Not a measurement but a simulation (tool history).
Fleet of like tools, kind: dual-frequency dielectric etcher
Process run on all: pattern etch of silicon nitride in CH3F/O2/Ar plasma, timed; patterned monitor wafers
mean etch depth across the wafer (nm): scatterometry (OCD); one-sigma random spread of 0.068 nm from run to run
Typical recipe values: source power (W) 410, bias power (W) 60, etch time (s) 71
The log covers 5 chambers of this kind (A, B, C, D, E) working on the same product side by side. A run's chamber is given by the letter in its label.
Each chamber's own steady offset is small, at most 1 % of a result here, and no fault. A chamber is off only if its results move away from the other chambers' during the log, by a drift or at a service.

run   hour  source power (W)  bias power (W)  etch time (s)  hours since the last wet clean  hours since the last source power generator calibration  hours since the last bias power generator calibration  read-back reference wafer on the same gauge, depth_nm  mean etch depth across the wafer (nm)
 1D    3.6               410              60             71                            61.3                                                    671.6                                                 1441.2                                                 45.905                                  47.58
 2B    6.4               410              60             71                           490.1                                                   1716.1                                                  321.1                                                 45.908                                 47.518
 3A     10               410              60             71                             135                                                   3725.5                                                 3248.7                                                 45.929                                  47.16
 4E   12.1               410              60             71                           107.1                                                    740.1                                                 1276.2                                                 45.933                                 46.957
 5C   14.4               410              60             71                           236.6                                                   4791.3                                                  153.9                                                 45.936                                 47.266
 6C   18.7               410              60             71                           240.9                                                   4795.6                                                  158.2                                                 45.939                                 47.507
 7B   22.2               370              60           82.5                           505.9                                                   1731.9                                                  336.9                                                 45.958                                 53.127
 8E   25.5               370              60           82.5                           120.5                                                    753.5                                                 1289.6                                                 45.952                                 52.607
 9D   28.9               370              60           82.5                            86.6                                                    696.9                                                 1466.5                                                 45.966                                 53.206
10A   31.1               370              60           82.5                           156.1                                                   3746.6                                                 3269.8                                                 45.963                                 52.999
11B   33.4               370              60           82.5                           517.1                                                   1743.1                                                  348.1                                                 45.963                                 53.061
12C   36.6               410              60             71                           258.8                                                   4813.5                                                  176.1                                                 45.992                                 47.473
13A   39.6               410              60             71                           164.6                                                   3755.1                                                 3278.3                                                     46                                 47.353
14D   42.7               410              60             91                           100.4                                                    710.7                                                 1480.3                                                 45.995                                 60.968
15E   45.5               410              60             91                           140.5                                                    773.5                                                 1309.6                                                 46.003                                 60.236
16B   48.6               410              60             91                           532.3                                                   1758.3                                                  363.3                                                 46.002                                 60.768
17A   50.7               410              60             91                           175.7                                                   3766.2                                                 3289.4                                                 46.014                                 60.704
18E   52.7               410              60             91                           147.7                                                    780.7                                                 1316.8                                                 46.017                                 60.395
19D   56.9               410              71             71                           114.6                                                    724.9                                                 1494.5                                                 46.033                                 50.219
20C   60.5               410              71             71                           282.7                                                   4837.4                                                    200                                                 46.027                                 50.385
21C   62.7               410              71             71                           284.9                                                   4839.6                                                  202.2                                                 46.043                                 50.289
22D   66.7               410              71             71                           124.4                                                    734.7                                                 1504.3                                                 46.053                                 50.466
23E   70.3               410              71             71                           165.3                                                    798.3                                                 1334.4                                                  46.07                                 49.988
        73  -- chamber B: wet clean of the chamber
24A   73.8               410              60             71                           198.8                                                   3789.3                                                 3312.5                                                 46.081                                 47.471
25B   77.8               410              60           81.5                             4.9                                                   1787.5                                                  392.5                                                 46.073                                 54.516
26D     81               410              60           81.5                           138.7                                                      749                                                 1518.6                                                 46.072                                 54.938
27B   83.9               410              60           81.5                              11                                                   1793.6                                                  398.6                                                 46.094                                 54.599
28C   87.2               410              60           81.5                           309.4                                                   4864.1                                                  226.7                                                 46.102                                 54.616
29A   90.9               410              60           81.5                           215.9                                                   3806.4                                                 3329.6                                                 46.094                                  54.47
30E   92.8               410              60             71                           187.8                                                    820.8                                                 1356.9                                                 46.108                                 47.339
31C   95.2               410              60             71                           317.4                                                   4872.1                                                  234.7                                                 46.125                                 47.672
32A   97.7               410              60             71                           222.7                                                   3813.2                                                 3336.4                                                 46.138                                 47.417
33B  101.9               410              60             71                              29                                                   1811.6                                                  416.6                                                 46.126                                 47.681
34E  104.8               410              60             71                           199.8                                                    832.8                                                 1368.9                                                 46.135                                  47.23
35D  108.2               500              53             71                           165.9                                                    776.2                                                 1545.8                                                 46.169                                 49.417
36D  110.9               500              53             71                           168.6                                                    778.9                                                 1548.5                                                 46.154                                 49.605
37E  113.1               500              53             71                           208.1                                                    841.1                                                 1377.2                                                 46.159                                 49.107
38B  115.9               500              53             71                              43                                                   1825.6                                                  430.6                                                 46.184                                 49.259

Has any chamber moved away from the others, gradually or after a service, or does the common gauge drift, or do the chambers differ only by their own small steady offsets? State the chamber and the most likely cause if one applies.

It is the gauge, not a chamber: its drift shows up in every chamber's results at once, and no chamber is off.
Likeliest cause: gauge reads high (%) = 0.593.
